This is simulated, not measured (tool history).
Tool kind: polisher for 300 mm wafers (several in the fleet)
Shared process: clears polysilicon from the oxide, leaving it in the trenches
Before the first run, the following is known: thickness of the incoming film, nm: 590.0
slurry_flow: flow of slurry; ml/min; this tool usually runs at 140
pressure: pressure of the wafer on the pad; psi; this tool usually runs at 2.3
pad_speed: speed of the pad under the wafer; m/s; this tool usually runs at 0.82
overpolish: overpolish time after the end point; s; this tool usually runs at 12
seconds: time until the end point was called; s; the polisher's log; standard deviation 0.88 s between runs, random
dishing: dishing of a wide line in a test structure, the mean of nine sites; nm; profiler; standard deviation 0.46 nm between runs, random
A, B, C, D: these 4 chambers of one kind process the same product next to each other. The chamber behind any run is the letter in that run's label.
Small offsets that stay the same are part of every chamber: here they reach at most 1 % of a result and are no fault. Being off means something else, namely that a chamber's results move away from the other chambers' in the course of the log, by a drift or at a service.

run	hour	slurry_flow	pressure	pad_speed	overpolish	seconds	dishing
1A	5.6	140	2.3	0.82	12	73.627	35.972
2D	13.1	140	2.3	0.82	12	73.567	36.328
# hour 16.9: chamber D: worn pad replaced by a new one
3B	20.3	140	2.3	0.82	12	74.264	36.74
# hour 20.8: chamber B: slurry nozzle cleaned
4C	24	140	2.3	0.82	12	74.744	36.118
5A	28.7	140	2.3	0.82	12	74.728	36.466
6D	35.8	140	2.3	0.82	12	72.343	36.586
# hour 38.1: chamber C: worn pad replaced by a new one
7B	43	175	2.3	1.02	12	57.834	38.101
# hour 43.3: chamber C: slurry nozzle cleaned
# hour 44.6: chamber B: worn pad replaced by a new one
8C	48.6	175	2.3	1.02	12	57.26	36.95
9A	52.4	175	2.3	1.02	12	58.509	38.089
10C	56.4	175	2.3	1.02	12	58.013	36.655
11B	60.8	140	2.7	0.82	9	63.02	34.702
12D	64.6	140	2.7	0.82	9	61.998	35.114
# hour 67.3: chamber D: worn pad replaced by a new one
13A	68.9	140	2.7	0.82	9	63.645	35.428
14D	74.1	140	2.7	0.82	9	61.295	35.466
15C	82.1	185	2.3	0.82	12	70.372	35.405
16B	89	185	2.3	0.82	12	69.831	35.778
# hour 91.6: chamber C: worn pad replaced by a new one
17D	93.7	185	2.3	0.82	12	69.028	37.13
18B	98.5	185	2.3	0.82	12	70.269	36.841
19C	103.6	140	2.3	0.82	12	75.302	35.601
# hour 104.5: chamber B: worn pad replaced by a new one
20A	107.9	140	2.3	0.82	12	74.774	36.009
# hour 113.9: chamber A: worn pad replaced by a new one
21C	115.9	140	2.3	0.82	12	74.542	36.073
22A	120	140	2.3	0.82	12	73.474	35.995
# hour 125.1: chamber D: worn pad replaced by a new one
23D	127.7	140	2.3	0.82	12	69.923	36.411
# hour 135.2: chamber C: worn pad replaced by a new one
24B	135.2	140	2.3	0.82	12	74.765	35.532
25D	142.6	140	2.3	0.82	12	70.771	36.434
26B	149.5	185	2.3	0.68	12	85.459	34.185
27A	153.6	185	2.3	0.68	12	88.008	34.315
28C	159.5	185	2.3	0.68	12	84.969	33.659
29A	163.9	185	2.3	0.68	12	85.4	34.6
30B	168	140	2.3	0.82	12	75.406	36.566
# hour 170.7: chamber D: worn pad replaced by a new one
31D	173.9	140	2.3	0.82	12	70.162	36.526
32C	177.7	140	2.3	0.82	12	74.506	35.385
# hour 179.2: chamber B: worn pad replaced by a new one
33D	183.1	140	2.3	0.82	18	68.213	38.978
# hour 185.5: chamber C: worn pad replaced by a new one
34C	191	140	2.3	0.82	18	75.099	38.63
35B	196.2	140	2.3	0.82	18	75.071	38.325
36A	199.8	140	2.3	0.82	18	74.777	38.066
37A	203.8	140	2.3	0.82	12	76.591	36.987
# hour 207.4: chamber D: slurry nozzle cleaned
38C	209.7	140	2	0.94	12	72.945	35.627
# hour 216.4: chamber D: worn pad replaced by a new one
39D	216.7	140	2	0.94	12	68.245	36.75
40B	222	140	2	0.94	12	74.861	36.546
41B	225.7	140	2	0.94	12	73.614	35.192
42A	230.1	140	2.3	0.82	12	73.347	35.902
# hour 232.4: chamber C: worn pad replaced by a new one
43C	236.7	140	2.3	0.82	12	74.945	35.903
44D	244.7	140	2.3	0.82	12	67.524	37.378

All chambers now run identical settings, listed one chamber a line with results as question marks. What results will each chamber show?
45A	250.5	140	2.3	0.82	12	?	?
45B	250.5	140	2.3	0.82	12	?	?
45C	250.5	140	2.3	0.82	12	?	?
45D	250.5	140	2.3	0.82	12	?	?

run	seconds	dishing
45A	74.768	36.103
45B	73.286	36.122
45C	73.643	35.601
45D	67.95	36.795
